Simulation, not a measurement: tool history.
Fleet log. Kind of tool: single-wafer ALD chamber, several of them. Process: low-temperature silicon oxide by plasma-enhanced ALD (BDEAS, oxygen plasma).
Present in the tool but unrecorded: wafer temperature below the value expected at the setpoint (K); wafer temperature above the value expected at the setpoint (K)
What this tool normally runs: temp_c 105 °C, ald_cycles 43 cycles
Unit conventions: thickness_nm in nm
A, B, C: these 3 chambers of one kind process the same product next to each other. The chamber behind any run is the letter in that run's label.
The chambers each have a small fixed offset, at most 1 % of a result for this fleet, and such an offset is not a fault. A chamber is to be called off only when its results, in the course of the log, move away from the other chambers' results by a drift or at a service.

run   hour  temp_c  ald_cycles  hours since the last thermocouple change  read-back reference wafer on the same gauge, thickness_nm  thickness_nm
 1C    7.2     105          43                                     323.1                                                      5.326        6.1209
 2B   14.2     105          43                                     405.5                                                     5.3286        6.0841
 3A     21     105          43                                     264.4                                                     5.3233         6.073
 4A   26.8     105          43                                     270.2                                                     5.3238        6.0579
 5B   33.3     118          35                                     424.6                                                     5.3223        4.8191
 6C     39     118          35                                     354.9                                                     5.3192         4.855
 7A   45.1     118          35                                     288.5                                                     5.3194         4.817
 8C     52     105          43                                     367.9                                                     5.3155        6.0871
 9B   56.4     105          43                                     447.7                                                      5.315        6.0627
10A   63.2     105          43                                     306.6                                                     5.3105        6.0519
11C   68.7      97          43                                     384.6                                                     5.3099        6.2118
12B   72.2      97          43                                     463.5                                                     5.3082        6.1674
13C   78.2      97          43                                     394.1                                                      5.308        6.2123
14A   83.9     105          43                                     327.3                                                     5.3066        6.0486
15B   90.8     105          43                                     482.1                                                     5.3065        6.0416
16A   95.8     105          43                                     339.2                                                     5.3035         6.031
17B  100.6     101          40                                     491.9                                                     5.3046        5.6568
18C    108     101          40                                     423.9                                                     5.3011         5.694
19C  112.4     101          40                                     428.3                                                     5.2965        5.7069
20B  119.4     105          43                                     510.7                                                     5.2948        6.0355
21A  124.5     105          43                                     367.9                                                      5.294        6.0235
22A  130.6     105          43                                       374                                                     5.2901        6.0176

All chambers now run identical settings, listed one chamber a line with results as question marks. What results will each chamber show?
23A  136.3     116          43                                                                                                                  ?
23B  136.3     116          43                                                                                                                  ?
23C  136.3     116          43                                                                                                                  ?

run  thickness_nm
23A        5.9168
23B        5.9049
23C        5.9552
